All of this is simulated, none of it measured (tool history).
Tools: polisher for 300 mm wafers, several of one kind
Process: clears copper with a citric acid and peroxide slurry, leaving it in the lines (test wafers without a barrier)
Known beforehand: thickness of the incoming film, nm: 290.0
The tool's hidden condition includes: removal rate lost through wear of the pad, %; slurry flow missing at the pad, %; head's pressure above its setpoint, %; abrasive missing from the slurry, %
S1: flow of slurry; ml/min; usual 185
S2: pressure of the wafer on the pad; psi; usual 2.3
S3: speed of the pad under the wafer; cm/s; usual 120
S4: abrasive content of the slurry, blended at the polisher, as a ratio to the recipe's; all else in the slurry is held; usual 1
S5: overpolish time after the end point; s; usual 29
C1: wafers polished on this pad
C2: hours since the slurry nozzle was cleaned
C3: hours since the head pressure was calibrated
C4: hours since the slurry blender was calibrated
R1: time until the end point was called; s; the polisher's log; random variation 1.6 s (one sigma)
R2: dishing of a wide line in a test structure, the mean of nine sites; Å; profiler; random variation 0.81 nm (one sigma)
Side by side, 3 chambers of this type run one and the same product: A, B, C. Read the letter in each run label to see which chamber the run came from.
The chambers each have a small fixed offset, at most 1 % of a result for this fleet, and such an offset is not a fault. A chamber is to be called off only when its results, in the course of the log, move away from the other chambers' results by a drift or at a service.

run   hour   S1   S2   S3  S4  S5    C1     C2      C3     C4       R1      R2
 1B    5.0  185  2.3  120   1  29   180  104.3  1229.9  248.2  120.290  481.03
 2A   11.0  185  2.3  120   1  29   649  456.6  1051.2   72.7  121.330  468.21
 3C   15.0  185  2.3  120   1  29  1212  115.9  1249.1  300.3  120.510  464.01
 4C   18.2  185  2.3  120   1  29  1227  119.1  1252.3  303.5  121.930  468.92
      22.7  -- chamber C: head pressure recalibrated
 5A   23.0  185  2.3  120   1  29   703  468.6  1063.2   84.7  118.750  461.33
      23.6  -- chamber B: head pressure recalibrated
 6B   28.9  185  2.3  120   1  29   288  128.2     5.3  272.1  120.580  475.53
      29.1  -- chamber C: worn pad replaced by a new one
 7B   31.6  185  2.3  120   1  29   300  130.9     8.0  274.8  124.230  454.11
 8A   37.2  185  2.3  120   1  29   767  482.8  1077.4   98.9  123.440  473.56
 9C   43.1  185  2.3  120   1  29    63  144.0    20.5  328.4  122.530  478.75
10A   49.0  185  2.3  120   1  15   820  494.6  1089.2  110.7  122.490  268.43
11C   52.0  185  2.3  120   1  15   103  152.9    29.4  337.3  119.470  258.85
12B   55.7  185  2.3  120   1  15   409  155.0    32.1  298.9  123.300  255.69
13C   58.5  185  2.3  120   1  29   132  159.4    35.9  343.8  118.980  484.71
14B   63.4  185  2.3  120   1  29   444  162.7    39.8  306.6  122.600  470.31
      66.2  -- chamber A: worn pad replaced by a new one
15A   67.7  245  2.3  120   1  29     7  513.3  1107.9  129.4  116.390  491.01
      69.9  -- chamber A: slurry nozzle cleaned
16C   71.0  245  2.3  120   1  29   188  171.9    48.4  356.3  116.550  491.79
17A   75.6  245  2.3  120   1  29    42    5.8  1115.8  137.3  115.510  491.54
      76.5  -- chamber B: slurry blender recalibrated
18B   81.2  185  2.3  120   1  29   524  180.5    57.6    4.8  127.370  466.32
      83.6  -- chamber A: head pressure recalibrated
19C   86.7  185  2.3  120   1  29   259  187.6    64.1  372.0  121.170  492.36
20A   90.6  185  2.5  120   1  29   110   20.8     7.1  152.3  113.860  506.70
21B   96.6  185  2.5  120   1  29   593  195.9    73.0   20.2  117.760  494.79
22C  101.7  185  2.5  120   1  29   327  202.6    79.1  387.0  113.520  514.40
23A  105.9  185  2.3  120   1  29   179   36.1    22.4  167.6  121.980  485.24
24B  111.6  185  2.3  120   1  29   661  210.9    88.0   35.2  126.640  466.53
25A  116.9  185  2.3  120   1  29   228   47.1    33.4  178.6  122.980  468.14
26C  121.1  210  2.3  120   1  29   414  222.0    98.5  406.4  118.160  469.82
27B  126.4  210  2.3  120   1  29   728  225.7   102.8   50.0  124.730  461.28
     129.5  -- chamber A: slurry blender recalibrated
28C  131.8  210  2.3  120   1  29   462  232.7   109.2  417.1  119.320  479.63
29B  134.8  185  2.3  120   1  29   765  234.1   111.2   58.4  129.740  455.48
30A  139.7  185  2.3  120   1  29   331   69.9    56.2   10.2  121.760  474.34
31A  145.0  185  2.3  120   1  29   355   75.2    61.5   15.5  120.550  472.42
32C  148.0  185  2.3  148   1  29   535  248.9   125.4  433.3   99.939  562.90
33B  151.0  185  2.3  148   1  29   838  250.3   127.4   74.6  106.240  539.73

Predict what each chamber gives when all 3 of them run the settings below next.
34A  155.4  185  2.3  120   1  29                   ?   ?
34B  155.4  185  2.3  120   1  29                   ?   ?
34C  155.4  185  2.3  120   1  29                   ?   ?

run       R1      R2
34A  120.720  493.32
34B  130.740  449.60
34C  120.430  481.10
